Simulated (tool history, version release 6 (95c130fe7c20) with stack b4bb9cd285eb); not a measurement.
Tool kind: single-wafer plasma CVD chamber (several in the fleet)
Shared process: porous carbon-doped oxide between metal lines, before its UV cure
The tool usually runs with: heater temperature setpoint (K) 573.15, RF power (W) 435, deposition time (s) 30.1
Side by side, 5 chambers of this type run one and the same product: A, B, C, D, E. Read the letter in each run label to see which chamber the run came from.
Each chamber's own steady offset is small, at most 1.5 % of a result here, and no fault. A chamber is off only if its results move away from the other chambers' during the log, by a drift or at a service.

run,hour,heater temperature setpoint (K),RF power (W),deposition time (s),"read-back reference wafer on the same gauge, thickness_nm",mean film thickness on the monitor wafer (nm)
1C,10.3,573.15,435,30.1,156.95,145.71
2A,20.5,573.15,435,30.1,156.79,149.45
3D,28.8,573.15,435,30.1,156.92,148.86
4B,40.6,573.15,435,30.1,156.98,146.94
5E,49.1,573.15,435,30.1,156.97,147.22
6E,61.4,573.15,435,30.1,156.92,147.75
7B,73.2,573.15,435,30.1,156.9,145.75
8A,81.2,573.15,435,30.1,157.1,150.63
# hour 81.5: chamber C: thermocouple changed; heater temperature recalibrated
9D,89,573.15,435,30.1,156.91,148.78
10C,95.8,565.15,435,30.1,156.91,152.61
11A,104.3,565.15,435,30.1,156.7,155.13
12B,114.1,565.15,435,30.1,157.07,153.48
13C,120.6,565.15,435,30.1,157.15,152.6
14E,133,565.15,435,30.1,156.97,155.89
15D,139.5,573.15,435,30.1,156.89,146.68
16C,149.1,573.15,435,30.1,157.1,144.19
# hour 157.1: chamber C: RF generator calibrated
17E,158.5,573.15,435,30.1,156.9,147.36
18B,166,573.15,435,30.1,156.87,146.01
19D,173.4,573.15,435,30.1,157.28,146.86
20A,183.7,573.15,435,30.1,157.17,148.54
# hour 185.3: chamber B: thermocouple changed; heater temperature recalibrated
21C,192.2,573.15,435,30.1,156.95,146.21
22A,198.5,573.15,435,30.1,156.98,148.41
23B,205.8,573.15,435,30.1,157.18,143.03
24D,211.2,573.15,490,30.1,156.94,161.67
25E,219.4,573.15,490,30.1,157.04,160.35
26E,227.6,573.15,490,30.1,156.81,161.12
27C,235.5,573.15,490,30.1,157.11,156.66
28D,245,573.15,490,30.1,157.05,161.44
29A,253.4,573.15,435,30.1,157.27,149.78
30B,260.5,573.15,435,30.1,156.86,142.54
31B,271.3,573.15,435,30.1,156.87,141.58
32E,283.5,573.15,510,26.3,157.11,145.27
33A,295.9,573.15,510,26.3,157.04,147.07
34D,303.4,573.15,510,26.3,156.77,145.85
35C,310.7,573.15,510,26.3,156.84,143.27
36A,318.7,573.15,510,26.3,157.34,145.6
# hour 321.2: chamber A: thermocouple changed; heater temperature recalibrated
37D,324.6,573.15,435,30.1,156.88,148.6
38E,331.1,573.15,435,30.1,157.05,148.2
39B,340.1,573.15,435,30.1,156.97,142.59
40C,347.5,573.15,435,30.1,157.08,146.53
41C,358,573.15,435,30.1,156.92,146.74
42D,367.6,573.15,435,30.1,156.99,149.08
43A,373.9,573.15,470,30.1,157.22,157.42

All chambers now run identical settings, listed one chamber a line with results as question marks. What results will each chamber show?
44A,382.8,573.15,500,30.1,,?
44B,382.8,573.15,500,30.1,,?
44C,382.8,573.15,500,30.1,,?
44D,382.8,573.15,500,30.1,,?
44E,382.8,573.15,500,30.1,,?

run,mean film thickness on the monitor wafer (nm)
44A,164.49
44B,157.22
44C,160.42
44D,162.5
44E,163.65

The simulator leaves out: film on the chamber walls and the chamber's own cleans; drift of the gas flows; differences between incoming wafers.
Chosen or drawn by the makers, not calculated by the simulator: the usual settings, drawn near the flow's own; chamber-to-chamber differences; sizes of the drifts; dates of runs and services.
